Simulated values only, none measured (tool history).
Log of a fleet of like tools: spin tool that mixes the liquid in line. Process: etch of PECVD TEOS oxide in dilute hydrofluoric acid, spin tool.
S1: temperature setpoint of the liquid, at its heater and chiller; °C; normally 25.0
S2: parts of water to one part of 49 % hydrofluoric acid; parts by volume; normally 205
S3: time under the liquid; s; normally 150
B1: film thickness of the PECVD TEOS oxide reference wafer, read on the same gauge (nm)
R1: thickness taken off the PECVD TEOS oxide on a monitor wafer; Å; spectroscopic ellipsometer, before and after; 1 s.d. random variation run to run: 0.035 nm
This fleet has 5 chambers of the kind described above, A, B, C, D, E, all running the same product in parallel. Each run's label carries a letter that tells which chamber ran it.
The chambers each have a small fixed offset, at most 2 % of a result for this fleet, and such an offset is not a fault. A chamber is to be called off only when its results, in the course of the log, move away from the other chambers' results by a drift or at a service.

run 1C hour=3.4 | S1=25.0 S2=205 S3=150 | B1=69.995 | R1=56.970
run 2E hour=7.8 | S1=25.0 S2=205 S3=150 | B1=70.002 | R1=57.881
run 3D hour=13.0 | S1=25.0 S2=205 S3=150 | B1=70.022 | R1=58.126
run 4B hour=18.2 | S1=25.0 S2=205 S3=150 | B1=70.000 | R1=57.976
run 5A hour=24.0 | S1=25.0 S2=205 S3=150 | B1=70.024 | R1=56.939
run 6B hour=27.1 | S1=25.0 S2=205 S3=150 | B1=69.978 | R1=57.359
run 7D hour=33.2 | S1=25.0 S2=205 S3=150 | B1=69.991 | R1=58.241
run 8E hour=38.0 | S1=25.0 S2=205 S3=150 | B1=69.997 | R1=58.105
run 9C hour=42.2 | S1=25.0 S2=205 S3=150 | B1=70.005 | R1=56.503
run 10A hour=48.1 | S1=25.0 S2=205 S3=150 | B1=69.999 | R1=57.301
run 11E hour=54.3 | S1=25.0 S2=205 S3=150 | B1=70.041 | R1=57.656
run 12B hour=58.6 | S1=25.0 S2=205 S3=150 | B1=69.972 | R1=57.723
run 13D hour=64.1 | S1=25.0 S2=205 S3=150 | B1=70.004 | R1=58.607
run 14C hour=67.2 | S1=20.5 S2=290 S3=150 | B1=69.973 | R1=31.259
run 15A hour=71.8 | S1=20.5 S2=290 S3=150 | B1=69.984 | R1=31.329
run 16D hour=77.6 | S1=20.5 S2=290 S3=150 | B1=69.985 | R1=32.652
run 17B hour=80.6 | S1=20.5 S2=290 S3=150 | B1=70.034 | R1=31.581
run 18E hour=85.1 | S1=20.5 S2=290 S3=150 | B1=70.017 | R1=31.817
-- hour=86.6 chamber D: thermometer replaced
run 19C hour=90.2 | S1=25.0 S2=205 S3=150 | B1=70.016 | R1=57.521
run 20A hour=92.9 | S1=25.0 S2=205 S3=150 | B1=70.031 | R1=57.321
run 21B hour=98.5 | S1=25.0 S2=205 S3=150 | B1=69.989 | R1=57.995
run 22A hour=103.6 | S1=25.0 S2=205 S3=150 | B1=69.999 | R1=57.421
run 23D hour=107.8 | S1=25.0 S2=205 S3=150 | B1=70.006 | R1=58.284
run 24C hour=112.5 | S1=25.0 S2=205 S3=150 | B1=70.003 | R1=56.804
run 25E hour=117.5 | S1=25.0 S2=205 S3=215 | B1=69.984 | R1=82.394
run 26A hour=122.2 | S1=25.0 S2=205 S3=215 | B1=69.995 | R1=81.143
run 27B hour=126.2 | S1=25.0 S2=205 S3=215 | B1=70.025 | R1=82.194
run 28C hour=129.2 | S1=25.0 S2=205 S3=215 | B1=70.002 | R1=80.812
run 29D hour=131.9 | S1=25.0 S2=205 S3=215 | B1=70.002 | R1=84.636
run 30E hour=136.5 | S1=25.0 S2=205 S3=150 | B1=70.028 | R1=57.010
run 31B hour=142.7 | S1=25.0 S2=205 S3=150 | B1=70.020 | R1=57.227
run 32D hour=147.9 | S1=25.0 S2=205 S3=150 | B1=69.974 | R1=58.625
run 33C hour=151.6 | S1=25.0 S2=205 S3=150 | B1=70.006 | R1=56.533
run 34E hour=155.9 | S1=25.0 S2=205 S3=150 | B1=70.013 | R1=57.284
run 35A hour=161.9 | S1=25.0 S2=205 S3=150 | B1=69.991 | R1=56.987
run 36D hour=167.4 | S1=25.0 S2=205 S3=150 | B1=70.015 | R1=58.153
-- hour=173.2 chamber E: thermometer replaced
run 37C hour=173.3 | S1=25.0 S2=205 S3=150 | B1=70.029 | R1=56.219
run 38B hour=177.0 | S1=25.0 S2=205 S3=150 | B1=69.992 | R1=57.569
run 39E hour=179.7 | S1=25.0 S2=205 S3=150 | B1=69.971 | R1=57.065

All chambers now run identical settings, listed one chamber a line with results as question marks. What results will each chamber show?
run 40A hour=184.2 | S1=27.5 S2=205 S3=150 | R1=?
run 40B hour=184.2 | S1=27.5 S2=205 S3=150 | R1=?
run 40C hour=184.2 | S1=27.5 S2=205 S3=150 | R1=?
run 40D hour=184.2 | S1=27.5 S2=205 S3=150 | R1=?
run 40E hour=184.2 | S1=27.5 S2=205 S3=150 | R1=?

run=40A R1=63.178
run=40B R1=63.260
run=40C R1=62.448
run=40D R1=63.621
run=40E R1=62.425
